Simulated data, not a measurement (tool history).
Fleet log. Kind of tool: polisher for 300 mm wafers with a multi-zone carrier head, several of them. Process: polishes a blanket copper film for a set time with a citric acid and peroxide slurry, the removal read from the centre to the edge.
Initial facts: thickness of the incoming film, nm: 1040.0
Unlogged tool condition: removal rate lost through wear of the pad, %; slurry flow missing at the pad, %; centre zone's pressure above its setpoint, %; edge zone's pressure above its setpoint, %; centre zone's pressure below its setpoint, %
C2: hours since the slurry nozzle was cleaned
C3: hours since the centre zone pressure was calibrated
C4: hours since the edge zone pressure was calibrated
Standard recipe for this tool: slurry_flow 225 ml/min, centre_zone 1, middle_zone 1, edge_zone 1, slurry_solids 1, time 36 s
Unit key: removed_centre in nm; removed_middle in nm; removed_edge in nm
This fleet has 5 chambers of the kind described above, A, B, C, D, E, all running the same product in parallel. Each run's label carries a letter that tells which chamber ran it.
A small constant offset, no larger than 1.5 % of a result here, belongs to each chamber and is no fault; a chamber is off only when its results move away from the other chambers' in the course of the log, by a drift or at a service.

Run 1D, day 0.533: usual settings; wafers polished on this pad 607; C2 832.8; C3 88.7; C4 136.8. Result: removed_centre 71.581 nm, removed_middle 72.008 nm, removed_edge 72.308 nm.
At day 0.742: chamber C: worn pad replaced by a new one.
Run 2B, day 1.067: usual settings; wafers polished on this pad 560; C2 629.6; C3 180.5; C4 119.3. Result: removed_centre 72.563 nm, removed_middle 73.3 nm, removed_edge 73.331 nm.
At day 1.2: chamber A: slurry nozzle cleaned.
Run 3A, day 1.396: usual settings; wafers polished on this pad 603; C2 4.8; C3 1503.9; C4 845.9. Result: removed_centre 72.114 nm, removed_middle 72.871 nm, removed_edge 71.743 nm.
At day 1.412: chamber D: worn pad replaced by a new one.
Run 4C, day 2: usual settings; wafers polished on this pad 440; C2 158.3; C3 920.1; C4 236.5. Result: removed_centre 73.15 nm, removed_middle 74.067 nm, removed_edge 72.579 nm.
Run 5E, day 2.308: usual settings; wafers polished on this pad 917; C2 311.7; C3 537.7; C4 688.9. Result: removed_centre 70.8 nm, removed_middle 72.8 nm, removed_edge 73.658 nm.
At day 2.442: chamber B: worn pad replaced by a new one.
At day 2.662: chamber A: worn pad replaced by a new one.
At day 2.733: chamber D: slurry nozzle cleaned.
Run 6C, day 2.892: usual settings; wafers polished on this pad 752; C2 179.7; C3 941.5; C4 257.9. Result: removed_centre 73.163 nm, removed_middle 72.759 nm, removed_edge 74.655 nm.
At day 3.042: chamber B: slurry nozzle cleaned.
Run 7D, day 3.283: usual settings but slurry_solids 1.25; wafers polished on this pad 654; C2 13.2; C3 154.7; C4 202.8. Result: removed_centre 77.242 nm, removed_middle 75.891 nm, removed_edge 75.997 nm.
At day 3.358: chamber E: centre zone pressure recalibrated.
At day 3.517: chamber E: worn pad replaced by a new one.
Run 8A, day 3.55: usual settings but slurry_solids 1.25; wafers polished on this pad 310; C2 56.5; C3 1555.6; C4 897.6. Result: removed_centre 75.111 nm, removed_middle 75.343 nm, removed_edge 75.378 nm.
Run 9E, day 3.871: usual settings but slurry_solids 1.25; wafers polished on this pad 124; C2 349.2; C3 12.3; C4 726.4. Result: removed_centre 76.191 nm, removed_middle 76.101 nm, removed_edge 76.592 nm.
At day 4.158: chamber C: worn pad replaced by a new one.
Run 10B, day 4.162: usual settings but slurry_solids 1.25; wafers polished on this pad 601; C2 26.9; C3 254.8; C4 193.6. Result: removed_centre 76.056 nm, removed_middle 76.627 nm, removed_edge 76.655 nm.
Run 11D, day 4.571: usual settings but slurry_solids 1.25; wafers polished on this pad 1104; C2 44.1; C3 185.6; C4 233.7. Result: removed_centre 75.457 nm, removed_middle 75.936 nm, removed_edge 75.758 nm.
At day 4.817: chamber D: worn pad replaced by a new one.
Run 12C, day 4.904: usual settings; wafers polished on this pad 260; C2 228; C3 989.8; C4 306.2. Result: removed_centre 72.952 nm, removed_middle 72.918 nm, removed_edge 73.375 nm.
Run 13E, day 5.283: usual settings but slurry_flow 160 ml/min, centre_zone 0.9; wafers polished on this pad 617; C2 383.1; C3 46.2; C4 760.3. Result: removed_centre 61.942 nm, removed_middle 69.403 nm, removed_edge 70.437 nm.
At day 5.304: chamber B: worn pad replaced by a new one.
Run 14B, day 5.596: usual settings but slurry_flow 160 ml/min, centre_zone 0.9; wafers polished on this pad 102; C2 61.3; C3 289.2; C4 228. Result: removed_centre 60.827 nm, removed_middle 68.999 nm, removed_edge 71.521 nm.
At day 5.642: chamber A: centre zone pressure recalibrated.
At day 5.829: chamber A: worn pad replaced by a new one.
Run 15A, day 5.958: usual settings but slurry_flow 160 ml/min, centre_zone 0.9; wafers polished on this pad 45; C2 114.3; C3 7.7; C4 955.4. Result: removed_centre 61.42 nm, removed_middle 69.018 nm, removed_edge 69.554 nm.
At day 6.308: chamber E: slurry nozzle cleaned.
Run 16A, day 6.496: usual settings but slurry_flow 160 ml/min, centre_zone 0.9; wafers polished on this pad 233; C2 127.2; C3 20.6; C4 968.3. Result: removed_centre 60.843 nm, removed_middle 68.101 nm, removed_edge 68.354 nm.
At day 6.762: chamber E: worn pad replaced by a new one.
Run 17D, day 7.038: usual settings but slurry_flow 160 ml/min, centre_zone 0.9; wafers polished on this pad 776; C2 103.3; C3 244.8; C4 292.9. Result: removed_centre 60.459 nm, removed_middle 70.267 nm, removed_edge 69.899 nm.
Run 18B, day 7.342: usual settings; wafers polished on this pad 712; C2 103.2; C3 331.1; C4 269.9. Result: removed_centre 72.3 nm, removed_middle 72.283 nm, removed_edge 73.232 nm.
At day 7.621: chamber D: worn pad replaced by a new one.
Run 19E, day 7.738: usual settings but time 25 s; wafers polished on this pad 341; C2 34.4; C3 105.1; C4 819.2. Result: removed_centre 49.446 nm, removed_middle 50.154 nm, removed_edge 50.531 nm.
At day 7.75: chamber C: worn pad replaced by a new one.
Run 20C, day 8.338: usual settings but time 25 s; wafers polished on this pad 205; C2 310.4; C3 1072.2; C4 388.6. Result: removed_centre 49.978 nm, removed_middle 50.446 nm, removed_edge 50.363 nm.
At day 8.554: chamber B: worn pad replaced by a new one.
Run 21C, day 8.829: usual settings but time 25 s; wafers polished on this pad 377; C2 322.2; C3 1084; C4 400.4. Result: removed_centre 51.285 nm, removed_middle 50.72 nm, removed_edge 51.348 nm.
At day 9.183: chamber A: worn pad replaced by a new one.
At day 9.238: chamber A: edge zone pressure recalibrated.
Run 22B, day 9.296: usual settings but time 25 s; wafers polished on this pad 260; C2 150.1; C3 378; C4 316.8. Result: removed_centre 51.192 nm, removed_middle 50.496 nm, removed_edge 50.367 nm.
Run 23E, day 9.612: usual settings but time 25 s; wafers polished on this pad 996; C2 79.4; C3 150.1; C4 864.2. Result: removed_centre 50.217 nm, removed_middle 50.433 nm, removed_edge 50.229 nm.
Run 24D, day 10.183: usual settings; wafers polished on this pad 895; C2 178.8; C3 320.3; C4 368.4. Result: removed_centre 72.717 nm, removed_middle 71.508 nm, removed_edge 71.142 nm.
At day 10.604: chamber E: worn pad replaced by a new one.
At day 10.633: chamber D: edge zone pressure recalibrated.
Run 25A, day 10.675: usual settings but slurry_flow 165 ml/min, centre_zone 1.05; wafers polished on this pad 521; C2 227.5; C3 120.9; C4 34.6. Result: removed_centre 72.849 nm, removed_middle 69.981 nm, removed_edge 69.706 nm.
At day 10.817: chamber D: worn pad replaced by a new one.
Run 26E, day 10.967: usual settings but slurry_flow 165 ml/min, centre_zone 1.05; wafers polished on this pad 127; C2 111.9; C3 182.6; C4 896.7. Result: removed_centre 72.276 nm, removed_middle 67.621 nm, removed_edge 70.861 nm.
At day 11.288: chamber B: worn pad replaced by a new one.
Run 27D, day 11.471: usual settings but slurry_flow 165 ml/min, centre_zone 1.05; wafers polished on this pad 228; C2 209.7; C3 351.2; C4 20.1. Result: removed_centre 73.384 nm, removed_middle 70.098 nm, removed_edge 69.983 nm.
At day 11.692: chamber C: worn pad replaced by a new one.
At day 11.875: chamber A: worn pad replaced by a new one.
Run 28B, day 11.892: usual settings but slurry_flow 165 ml/min, centre_zone 1.05; wafers polished on this pad 211; C2 212.4; C3 440.3; C4 379.1. Result: removed_centre 73.2 nm, removed_middle 69.512 nm, removed_edge 71.053 nm.
Run 29A, day 12.35: usual settings but slurry_flow 165 ml/min, centre_zone 1.05; wafers polished on this pad 167; C2 267.7; C3 161.1; C4 74.8. Result: removed_centre 72.11 nm, removed_middle 69.164 nm, removed_edge 69.773 nm.
Run 30C, day 12.742: usual settings; wafers polished on this pad 367; C2 416.1; C3 1177.9; C4 494.3. Result: removed_centre 71.539 nm, removed_middle 72.818 nm, removed_edge 72.486 nm.
At day 13.133: chamber C: centre zone pressure recalibrated.
Run 31E, day 13.35: usual settings; wafers polished on this pad 959; C2 169.1; C3 239.8; C4 953.9. Result: removed_centre 72.317 nm, removed_middle 71.965 nm, removed_edge 73.292 nm.
At day 13.817: chamber D: worn pad replaced by a new one.
Run 32C, day 13.867: usual settings; wafers polished on this pad 759; C2 443.1; C3 17.6; C4 521.3. Result: removed_centre 72.368 nm, removed_middle 72.823 nm, removed_edge 73.87 nm.
Run 33A, day 14.375: usual settings; wafers polished on this pad 874; C2 316.3; C3 209.7; C4 123.4. Result: removed_centre 71.307 nm, removed_middle 72.068 nm, removed_edge 72.067 nm.
Run 34B, day 14.708: usual settings; wafers polished on this pad 1195; C2 280; C3 507.9; C4 446.7. Result: removed_centre 71.563 nm, removed_middle 72.254 nm, removed_edge 72.802 nm.
Run 35D, day 15.329: usual settings but slurry_flow 255 ml/min; wafers polished on this pad 528; C2 302.3; C3 443.8; C4 112.7. Result: removed_centre 74.659 nm, removed_middle 73.369 nm, removed_edge 73.201 nm.

Next, all 5 chambers run the settings below, one line each with question marks for the results. What does each chamber give?
Run 36A, day 15.771: usual settings. Result: removed_centre ?, removed_middle ?, removed_edge ?.
Run 36B, day 15.771: usual settings. Result: removed_centre ?, removed_middle ?, removed_edge ?.
Run 36C, day 15.771: usual settings. Result: removed_centre ?, removed_middle ?, removed_edge ?.
Run 36D, day 15.771: usual settings. Result: removed_centre ?, removed_middle ?, removed_edge ?.
Run 36E, day 15.771: usual settings. Result: removed_centre ?, removed_middle ?, removed_edge ?.

run  removed_centre  removed_middle  removed_edge
36A          72.415          72.594        71.412
36B          72.585          72.579        72.467
36C          72.495           73.82        72.606
36D          72.513          72.955        73.773
36E          71.112          71.678        72.771

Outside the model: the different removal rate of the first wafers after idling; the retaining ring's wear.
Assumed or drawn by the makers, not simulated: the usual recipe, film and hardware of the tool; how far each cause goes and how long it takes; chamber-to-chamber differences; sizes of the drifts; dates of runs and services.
